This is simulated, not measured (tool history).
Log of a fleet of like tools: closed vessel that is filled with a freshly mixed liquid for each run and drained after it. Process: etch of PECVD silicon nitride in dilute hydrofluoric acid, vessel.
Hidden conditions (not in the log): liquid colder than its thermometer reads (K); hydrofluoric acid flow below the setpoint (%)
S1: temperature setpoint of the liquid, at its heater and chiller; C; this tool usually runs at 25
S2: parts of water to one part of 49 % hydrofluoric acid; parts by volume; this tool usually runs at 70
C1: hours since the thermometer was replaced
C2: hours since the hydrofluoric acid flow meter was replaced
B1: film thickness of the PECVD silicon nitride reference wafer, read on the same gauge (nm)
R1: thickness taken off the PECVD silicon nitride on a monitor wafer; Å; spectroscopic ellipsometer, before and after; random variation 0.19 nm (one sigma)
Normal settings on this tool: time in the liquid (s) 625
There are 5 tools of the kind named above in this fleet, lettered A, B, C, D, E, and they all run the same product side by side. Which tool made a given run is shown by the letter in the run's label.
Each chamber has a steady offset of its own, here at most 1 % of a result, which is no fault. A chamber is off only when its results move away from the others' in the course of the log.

{"run": "1E", "hour": 4.9, "S1": 25, "S2": 70, "time in the liquid (s)": 625, "C1": 596.4, "C2": 717.4, "B1": 150.01, "R1": 343.72}
{"run": "2C", "hour": 9.0, "S1": 25, "S2": 70, "time in the liquid (s)": 625, "C1": 139.6, "C2": 616.8, "B1": 149.99, "R1": 342.2}
{"run": "3A", "hour": 14.6, "S1": 25, "S2": 70, "time in the liquid (s)": 625, "C1": 1857.3, "C2": 441.0, "B1": 150.04, "R1": 340.57}
{"run": "4B", "hour": 17.5, "S1": 25, "S2": 70, "time in the liquid (s)": 625, "C1": 584.2, "C2": 96.1, "B1": 149.99, "R1": 339.73}
{"run": "5D", "hour": 20.9, "S1": 25, "S2": 70, "time in the liquid (s)": 625, "C1": 215.6, "C2": 1002.4, "B1": 150.01, "R1": 341.82}
{"run": "6B", "hour": 24.5, "S1": 27, "S2": 95, "time in the liquid (s)": 625, "C1": 591.2, "C2": 103.1, "B1": 150.02, "R1": 287.97}
{"run": "7C", "hour": 27.4, "S1": 27, "S2": 95, "time in the liquid (s)": 625, "C1": 158.0, "C2": 635.2, "B1": 150.02, "R1": 293.16}
{"run": "8E", "hour": 32.5, "S1": 27, "S2": 95, "time in the liquid (s)": 625, "C1": 624.0, "C2": 745.0, "B1": 150.03, "R1": 289.1}
{"run": "9A", "hour": 37.4, "S1": 27, "S2": 95, "time in the liquid (s)": 625, "C1": 1880.1, "C2": 463.8, "B1": 150.02, "R1": 288.54}
{"run": "10D", "hour": 41.8, "S1": 27, "S2": 95, "time in the liquid (s)": 625, "C1": 236.5, "C2": 1023.3, "B1": 150.0, "R1": 286.28}
{"run": "11A", "hour": 46.2, "S1": 25, "S2": 70, "time in the liquid (s)": 625, "C1": 1888.9, "C2": 472.6, "B1": 150.05, "R1": 342.17}
{"run": "12E", "hour": 50.8, "S1": 25, "S2": 70, "time in the liquid (s)": 625, "C1": 642.3, "C2": 763.3, "B1": 149.98, "R1": 339.54}
{"run": "13C", "hour": 56.9, "S1": 25, "S2": 70, "time in the liquid (s)": 625, "C1": 187.5, "C2": 664.7, "B1": 150.02, "R1": 343.6}
{"run": "14B", "hour": 61.0, "S1": 25, "S2": 70, "time in the liquid (s)": 750, "C1": 627.7, "C2": 139.6, "B1": 149.96, "R1": 413.44}
{"run": "15D", "hour": 66.9, "S1": 25, "S2": 70, "time in the liquid (s)": 750, "C1": 261.6, "C2": 1048.4, "B1": 149.98, "R1": 401.09}
{"run": "16C", "hour": 72.4, "S1": 25, "S2": 70, "time in the liquid (s)": 750, "C1": 203.0, "C2": 680.2, "B1": 150.01, "R1": 412.14}
{"run": "17A", "hour": 75.9, "S1": 25, "S2": 70, "time in the liquid (s)": 750, "C1": 1918.6, "C2": 502.3, "B1": 149.97, "R1": 409.61}
{"run": "18B", "hour": 79.4, "S1": 25, "S2": 70, "time in the liquid (s)": 750, "C1": 646.1, "C2": 158.0, "B1": 150.01, "R1": 406.94}
{"run": "19D", "hour": 84.7, "S1": 25, "S2": 70, "time in the liquid (s)": 625, "C1": 279.4, "C2": 1066.2, "B1": 150.0, "R1": 331.66}
{"run": "20E", "hour": 90.3, "S1": 25, "S2": 70, "time in the liquid (s)": 625, "C1": 681.8, "C2": 802.8, "B1": 150.0, "R1": 343.14}
{"run": "21C", "hour": 94.2, "S1": 25, "S2": 50, "time in the liquid (s)": 760, "C1": 224.8, "C2": 702.0, "B1": 149.98, "R1": 579.76}
{"run": "22D", "hour": 97.7, "S1": 25, "S2": 50, "time in the liquid (s)": 760, "C1": 292.4, "C2": 1079.2, "B1": 150.04, "R1": 554.72}
{"run": "23E", "hour": 102.9, "S1": 25, "S2": 50, "time in the liquid (s)": 760, "C1": 694.4, "C2": 815.4, "B1": 150.01, "R1": 582.18}
{"run": "24B", "hour": 109.3, "S1": 25, "S2": 50, "time in the liquid (s)": 760, "C1": 676.0, "C2": 187.9, "B1": 150.05, "R1": 572.51}
{"run": "25A", "hour": 114.1, "S1": 25, "S2": 50, "time in the liquid (s)": 760, "C1": 1956.8, "C2": 540.5, "B1": 150.02, "R1": 572.68}
{"run": "26C", "hour": 119.9, "S1": 25, "S2": 70, "time in the liquid (s)": 625, "C1": 250.5, "C2": 727.7, "B1": 150.02, "R1": 342.09}
{"run": "27D", "hour": 125.0, "S1": 25, "S2": 70, "time in the liquid (s)": 625, "C1": 319.7, "C2": 1106.5, "B1": 150.03, "R1": 324.51}
{"run": "28E", "hour": 127.9, "S1": 25, "S2": 70, "time in the liquid (s)": 625, "C1": 719.4, "C2": 840.4, "B1": 150.0, "R1": 343.74}
{"run": "29B", "hour": 132.8, "S1": 25, "S2": 70, "time in the liquid (s)": 625, "C1": 699.5, "C2": 211.4, "B1": 149.96, "R1": 336.3}
{"run": "30A", "hour": 138.2, "S1": 25, "S2": 70, "time in the liquid (s)": 625, "C1": 1980.9, "C2": 564.6, "B1": 150.05, "R1": 342.75}
{"run": "31B", "hour": 141.1, "S1": 25, "S2": 70, "time in the liquid (s)": 625, "C1": 707.8, "C2": 219.7, "B1": 149.96, "R1": 338.04}
{"run": "32D", "hour": 146.7, "S1": 25, "S2": 70, "time in the liquid (s)": 625, "C1": 341.4, "C2": 1128.2, "B1": 150.03, "R1": 321.07}
{"run": "33C", "hour": 150.2, "S1": 25, "S2": 70, "time in the liquid (s)": 625, "C1": 280.8, "C2": 758.0, "B1": 150.03, "R1": 342.71}

Next, all 5 chambers run the settings below, one line each with question marks for the results. What does each chamber give?
{"run": "34A", "hour": 154.8, "S1": 25, "S2": 70, "time in the liquid (s)": 625, "R1": "?"}
{"run": "34B", "hour": 154.8, "S1": 25, "S2": 70, "time in the liquid (s)": 625, "R1": "?"}
{"run": "34C", "hour": 154.8, "S1": 25, "S2": 70, "time in the liquid (s)": 625, "R1": "?"}
{"run": "34D", "hour": 154.8, "S1": 25, "S2": 70, "time in the liquid (s)": 625, "R1": "?"}
{"run": "34E", "hour": 154.8, "S1": 25, "S2": 70, "time in the liquid (s)": 625, "R1": "?"}

run=34A R1=342.40
run=34B R1=336.30
run=34C R1=339.78
run=34D R1=320.82
run=34E R1=339.20
